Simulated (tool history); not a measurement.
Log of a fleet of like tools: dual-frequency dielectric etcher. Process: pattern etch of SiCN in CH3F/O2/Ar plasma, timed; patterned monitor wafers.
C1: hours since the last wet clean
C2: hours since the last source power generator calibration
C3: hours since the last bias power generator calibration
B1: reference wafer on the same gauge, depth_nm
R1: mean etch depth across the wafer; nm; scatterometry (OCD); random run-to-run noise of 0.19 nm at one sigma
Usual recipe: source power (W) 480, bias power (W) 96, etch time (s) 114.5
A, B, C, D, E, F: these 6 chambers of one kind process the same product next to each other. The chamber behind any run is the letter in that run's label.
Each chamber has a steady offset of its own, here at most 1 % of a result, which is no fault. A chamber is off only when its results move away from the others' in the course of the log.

Run 1B, hour 6.4: usual settings; C1 250.2; C2 1532.2; C3 2812.5; B1 41.308. Result: R1 51.34 nm.
Run 2D, hour 11.1: usual settings; C1 198.6; C2 568; C3 174.5; B1 41.324. Result: R1 51.47 nm.
Run 3A, hour 17.9: usual settings; C1 27.4; C2 2879.3; C3 1233.2; B1 41.279. Result: R1 51.048 nm.
Run 4E, hour 23.7: usual settings; C1 244.7; C2 2363.9; C3 3347.2; B1 41.3. Result: R1 51.122 nm.
Run 5C, hour 30.2: usual settings but source power (W) 590; C1 177.8; C2 4161.6; C3 1712.3; B1 41.256. Result: R1 54.898 nm.
Run 6F, hour 35.5: usual settings but source power (W) 590; C1 195.6; C2 1471; C3 1500.5; B1 41.315. Result: R1 55.25 nm.
Run 7E, hour 41.4: usual settings but source power (W) 590; C1 262.4; C2 2381.6; C3 3364.9; B1 41.333. Result: R1 55.047 nm.
Run 8F, hour 48.2: usual settings but source power (W) 590; C1 208.3; C2 1483.7; C3 1513.2; B1 41.301. Result: R1 55.683 nm.
Run 9B, hour 53.3: usual settings but source power (W) 590; C1 297.1; C2 1579.1; C3 2859.4; B1 41.308. Result: R1 55.251 nm.
Run 10A, hour 58.7: usual settings but source power (W) 590; C1 68.2; C2 2920.1; C3 1274; B1 41.284. Result: R1 54.915 nm.
Run 11D, hour 62.9: usual settings; C1 250.4; C2 619.8; C3 226.3; B1 41.291. Result: R1 51.353 nm.
Run 12C, hour 66.7: usual settings but bias power (W) 105, etch time (s) 93; C1 214.3; C2 4198.1; C3 1748.8; B1 41.314. Result: R1 42.784 nm.
Run 13C, hour 72.1: usual settings but bias power (W) 105, etch time (s) 93; C1 219.7; C2 4203.5; C3 1754.2; B1 41.329. Result: R1 42.609 nm.
Run 14D, hour 78.6: usual settings but bias power (W) 105, etch time (s) 93; C1 266.1; C2 635.5; C3 242; B1 41.298. Result: R1 42.964 nm.
Run 15B, hour 83.5: usual settings but bias power (W) 105, etch time (s) 93; C1 327.3; C2 1609.3; C3 2889.6; B1 41.271. Result: R1 43.14 nm.
Run 16F, hour 88.4: usual settings but bias power (W) 105, etch time (s) 93; C1 248.5; C2 1523.9; C3 1553.4; B1 41.282. Result: R1 42.954 nm.
Run 17E, hour 95.6: usual settings but bias power (W) 105, etch time (s) 93; C1 316.6; C2 2435.8; C3 3419.1; B1 41.346. Result: R1 43.027 nm.
Run 18A, hour 101.8: usual settings; C1 111.3; C2 2963.2; C3 1317.1; B1 41.319. Result: R1 50.941 nm.
Run 19A, hour 107.5: usual settings; C1 117; C2 2968.9; C3 1322.8; B1 41.305. Result: R1 51.151 nm.
Run 20D, hour 113.7: usual settings; C1 301.2; C2 670.6; C3 277.1; B1 41.31. Result: R1 51.181 nm.
Run 21E, hour 118.5: usual settings; C1 339.5; C2 2458.7; C3 3442; B1 41.278. Result: R1 50.743 nm.
Run 22C, hour 123.4: usual settings; C1 271; C2 4254.8; C3 1805.5; B1 41.303. Result: R1 50.987 nm.
Run 23F, hour 130.4: usual settings; C1 290.5; C2 1565.9; C3 1595.4; B1 41.322. Result: R1 51.232 nm.
Run 24B, hour 136.2: usual settings; C1 380; C2 1662; C3 2942.3; B1 41.287. Result: R1 51 nm.
Run 25C, hour 143.6: usual settings; C1 291.2; C2 4275; C3 1825.7; B1 41.354. Result: R1 50.764 nm.
Run 26A, hour 147.2: usual settings; C1 156.7; C2 3008.6; C3 1362.5; B1 41.319. Result: R1 51.158 nm.
Run 27E, hour 150.5: usual settings; C1 371.5; C2 2490.7; C3 3474; B1 41.289. Result: R1 51.193 nm.
Run 28F, hour 155.6: usual settings; C1 315.7; C2 1591.1; C3 1620.6; B1 41.352. Result: R1 51.501 nm.
Run 29D, hour 160.8: usual settings; C1 348.3; C2 717.7; C3 324.2; B1 41.311. Result: R1 51.414 nm.
Run 30B, hour 167.9: usual settings but source power (W) 420, etch time (s) 94.5; C1 411.7; C2 1693.7; C3 2974; B1 41.297. Result: R1 40.601 nm.
Run 31D, hour 171.2: usual settings but source power (W) 420, etch time (s) 94.5; C1 358.7; C2 728.1; C3 334.6; B1 41.336. Result: R1 40.546 nm.
Run 32F, hour 176.1: usual settings but source power (W) 420, etch time (s) 94.5; C1 336.2; C2 1611.6; C3 1641.1; B1 41.326. Result: R1 40.428 nm.
Run 33A, hour 183.7: usual settings but source power (W) 420, etch time (s) 94.5; C1 193.2; C2 3045.1; C3 1399; B1 41.329. Result: R1 40.244 nm.
Run 34E, hour 191: usual settings but source power (W) 420, etch time (s) 94.5; C1 412; C2 2531.2; C3 3514.5; B1 41.257. Result: R1 40.107 nm.
Run 35C, hour 195.1: usual settings but source power (W) 420, etch time (s) 94.5; C1 342.7; C2 4326.5; C3 1877.2; B1 41.331. Result: R1 39.908 nm.
Run 36B, hour 201.6: usual settings but etch time (s) 100.5; C1 445.4; C2 1727.4; C3 3007.7; B1 41.285. Result: R1 45.041 nm.
Run 37C, hour 206.3: usual settings but etch time (s) 100.5; C1 353.9; C2 4337.7; C3 1888.4; B1 41.306. Result: R1 44.717 nm.

Each of the 6 chambers runs these same settings next. Fill in every chamber's results:
Run 38A, hour 211.8: usual settings. Result: R1 ?.
Run 38B, hour 211.8: usual settings. Result: R1 ?.
Run 38C, hour 211.8: usual settings. Result: R1 ?.
Run 38D, hour 211.8: usual settings. Result: R1 ?.
Run 38E, hour 211.8: usual settings. Result: R1 ?.
Run 38F, hour 211.8: usual settings. Result: R1 ?.

run      R1
38A  51.292
38B  50.899
38C  51.252
38D  51.234
38E  51.184
38F  51.252

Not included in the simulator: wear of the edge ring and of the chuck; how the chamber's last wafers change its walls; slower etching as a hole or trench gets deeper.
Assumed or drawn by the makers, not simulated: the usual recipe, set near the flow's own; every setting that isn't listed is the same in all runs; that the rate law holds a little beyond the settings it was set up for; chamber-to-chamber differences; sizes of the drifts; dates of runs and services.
